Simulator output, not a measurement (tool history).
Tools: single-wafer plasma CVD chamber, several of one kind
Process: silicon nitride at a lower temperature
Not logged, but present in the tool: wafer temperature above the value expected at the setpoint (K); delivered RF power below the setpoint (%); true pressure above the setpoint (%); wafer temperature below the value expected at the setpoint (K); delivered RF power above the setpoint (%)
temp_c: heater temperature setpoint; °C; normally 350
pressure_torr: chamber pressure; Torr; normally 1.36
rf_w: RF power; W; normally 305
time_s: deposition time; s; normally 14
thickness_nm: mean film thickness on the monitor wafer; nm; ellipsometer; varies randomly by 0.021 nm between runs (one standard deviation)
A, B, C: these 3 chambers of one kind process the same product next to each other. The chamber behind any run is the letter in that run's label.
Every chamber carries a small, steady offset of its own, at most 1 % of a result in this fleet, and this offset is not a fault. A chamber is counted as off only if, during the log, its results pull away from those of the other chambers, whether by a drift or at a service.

run   hour  temp_c  pressure_torr  rf_w  time_s  hours since the last thermocouple change  hours since the last RF generator calibration  hours since the last manometer calibration  read-back reference wafer on the same gauge, thickness_nm  thickness_nm
 1B    7.5     350           1.36   305      14                                     110.6                                          654.2                                         627                                                     14.297        15.785
 2C   14.7     350           1.36   305      14                                     377.2                                         1775.3                                      1744.7                                                     14.302        16.019
 3A   21.7     350           1.36   305      14                                    1789.5                                         1538.5                                       715.2                                                     14.305        15.918
 4B   30.3     350           1.36   305      14                                     133.4                                            677                                       649.8                                                     14.311        15.795
 5C   39.9     350           1.36   305      14                                     402.4                                         1800.5                                      1769.9                                                      14.31        16.034
 6A   49.2     350           1.36   305      14                                      1817                                           1566                                       742.7                                                     14.311        15.935
 7A   58.4     350           1.36   305      14                                    1826.2                                         1575.2                                       751.9                                                     14.313        15.904
 8B   65.3     350           1.36   305      14                                     168.4                                            712                                       684.8                                                     14.317        15.779
 9C   73.6     350           1.36   305      14                                     436.1                                         1834.2                                      1803.6                                                     14.319        15.988
10C   83.8     350           1.36   305      14                                     446.3                                         1844.4                                      1813.8                                                     14.322        15.997
11A   88.9     350           1.36   305      14                                    1856.7                                         1605.7                                       782.4                                                     14.317        15.904
12B   94.1     350           1.36   305      14                                     197.2                                          740.8                                       713.6                                                     14.319        15.792
13A  104.3     350           1.36   305      14                                    1872.1                                         1621.1                                       797.8                                                     14.323        15.908
14C  113.5     350           1.36   305      14                                       476                                         1874.1                                      1843.5                                                     14.326        16.024
15B  119.9     350           1.36   305      14                                       223                                          766.6                                       739.4                                                     14.323          15.8
16B  130.7     350           1.36   305      14                                     233.8                                          777.4                                       750.2                                                     14.326        15.823
17C  140.8     350           1.64   305    11.4                                     503.3                                         1901.4                                      1870.8                                                     14.327        13.788
18A  146.3     350           1.64   305    11.4                                    1914.1                                         1663.1                                       839.8                                                     14.334        13.663
19C  152.6     350           1.64   305    11.4                                     515.1                                         1913.2                                      1882.6                                                     14.333        13.792
20B  157.8     350           1.36   305      14                                     260.9                                          804.5                                       777.3                                                     14.334         15.84
21A  163.2     350           1.36   305      14                                      1931                                           1680                                       856.7                                                     14.336        15.946
22A  169.2     350           1.36   305      14                                      1937                                           1686                                       862.7                                                     14.344        15.896
23B  178.8     350           1.36   305      14                                     281.9                                          825.5                                       798.3                                                     14.342        15.851
24C  189.7     350           1.36   305      14                                     552.2                                         1950.3                                      1919.7                                                     14.343        16.051
25B  198.1     350           1.36   305      14                                     301.2                                          844.8                                       817.6                                                     14.346        15.814
26C  206.1     350           1.36   270      14                                     568.6                                         1966.7                                      1936.1                                                     14.348        14.796
27A  215.9     350           1.36   270      14                                    1983.7                                         1732.7                                       909.4                                                     14.348        14.679
28A  222.6     350           1.36   270      14                                    1990.4                                         1739.4                                       916.1                                                     14.351        14.686
29C  227.8     350           1.36   305      14                                     590.3                                         1988.4                                      1957.8                                                     14.347        16.037
30B    234     350           1.36   305      14                                     337.1                                          880.7                                       853.5                                                      14.35         15.85
31A  242.7     350           1.36   305      14                                    2010.5                                         1759.5                                       936.2                                                     14.354         15.97
32B  250.1     350           1.36   305      14                                     353.2                                          896.8                                       869.6                                                     14.355        15.853
33C    260     350           1.36   305      14                                     622.5                                         2020.6                                        1990                                                     14.357        16.037
34B  269.7     350           1.36   305      14                                     372.8                                          916.4                                       889.2                                                     14.362        15.839
35C  279.4     350           1.36   305      14                                     641.9                                           2040                                      2009.4                                                     14.363        16.032
36A  288.5     350           1.36   305      14                                    2056.3                                         1805.3                                         982                                                     14.361        15.975
37C  294.6     350           1.36   305      14                                     657.1                                         2055.2                                      2024.6                                                     14.365        16.118
38B  303.3     350           1.26   305      14                                     406.4                                            950                                       922.8                                                     14.371        15.464
39A    314     350           1.26   305      14                                    2081.8                                         1830.8                                      1007.5                                                     14.368        15.588
40A  319.7     350           1.26   305      14                                    2087.5                                         1836.5                                      1013.2                                                     14.367        15.627
41C    327     350           1.36   305      14                                     689.5                                         2087.6                                        2057                                                     14.371        16.053
42B    333     350           1.36   305      14                                     436.1                                          979.7                                       952.5                                                      14.37        15.862
43B  341.4     350           1.36   305      14                                     444.5                                          988.1                                       960.9                                                     14.373        15.883

Next, all 3 chambers run the settings below, one line each with question marks for the results. What does each chamber give?
44A  349.3     350           1.36   340      14                                                                                                                                                                                                             ?
44B  349.3     350           1.36   340      14                                                                                                                                                                                                             ?
44C  349.3     350           1.36   340      14                                                                                                                                                                                                             ?

run  thickness_nm
44A        17.126
44B        17.056
44C        17.213
